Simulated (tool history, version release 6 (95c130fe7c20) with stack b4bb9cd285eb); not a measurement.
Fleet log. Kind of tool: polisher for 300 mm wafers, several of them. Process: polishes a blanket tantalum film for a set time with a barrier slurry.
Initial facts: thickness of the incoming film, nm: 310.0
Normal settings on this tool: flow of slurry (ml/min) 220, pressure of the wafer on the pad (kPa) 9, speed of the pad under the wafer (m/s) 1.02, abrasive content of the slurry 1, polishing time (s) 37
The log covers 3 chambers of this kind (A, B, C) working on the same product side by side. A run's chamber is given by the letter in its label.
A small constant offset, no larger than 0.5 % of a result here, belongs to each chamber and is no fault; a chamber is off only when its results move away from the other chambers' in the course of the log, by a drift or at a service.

run	hour	flow of slurry (ml/min)	pressure of the wafer on the pad (kPa)	speed of the pad under the wafer (m/s)	abrasive content of the slurry	polishing time (s)	film removed (Å)
1A	4	220	9	1.02	1	37	393.84
2B	6.6	220	9	1.02	1	37	399.63
3C	8.5	220	9	1.02	1	37	399.28
4B	12.3	220	9	1.02	1	37	400.71
5A	15.7	220	9	1.02	1	37	388.18
6C	18.9	220	9	1.02	1	37	401.69
# hour 21.8: chamber A: slurry nozzle cleaned
7A	22.3	220	9	1.02	1	37	392.29
8C	26.6	220	9	1.02	1	37	395.47
9B	29	175	9	1.02	1	37	378.51
10A	32.3	175	9	1.02	1	37	388.27
11C	34.8	175	9	1.02	1	37	391.86
12B	38.3	220	9	1.02	1	37	394.08
# hour 38.7: chamber A: head pressure recalibrated
13A	42	220	9	1.02	1	37	441.17
14C	44.3	220	9	1.02	1	37	403.13
15B	48.1	220	9	1.02	1	37	397.28
16C	51.8	220	5.5	1.02	1	37	243.85
17B	54.2	220	5.5	1.02	1	37	248.95
# hour 55.2: chamber C: worn pad replaced by a new one
18A	56.4	220	5.5	1.02	1	37	267.85
19B	58.9	220	9	1.02	1	37	395.58
# hour 61.8: chamber A: worn pad replaced by a new one
20C	62.6	220	9	1.02	1	37	395.88
21A	65.9	220	9	1.02	1	37	434.84
22C	68.9	220	9	1.02	1	37	398.12
23B	71.8	220	9	1.02	1	37	404.42
24A	73.9	220	9	1.02	1	37	432.53
# hour 75: chamber A: slurry blender recalibrated
25C	75.8	220	9	1.02	1	37	400.77
26A	80.1	220	9	1.02	1	37	427.79

Next, all 3 chambers run the settings below, one line each with question marks for the results. What does each chamber give?
27A	83.2	220	9	1.02	1	37	?
27B	83.2	220	9	1.02	1	37	?
27C	83.2	220	9	1.02	1	37	?

run	film removed (Å)
27A	436.16
27B	387.53
27C	396.38

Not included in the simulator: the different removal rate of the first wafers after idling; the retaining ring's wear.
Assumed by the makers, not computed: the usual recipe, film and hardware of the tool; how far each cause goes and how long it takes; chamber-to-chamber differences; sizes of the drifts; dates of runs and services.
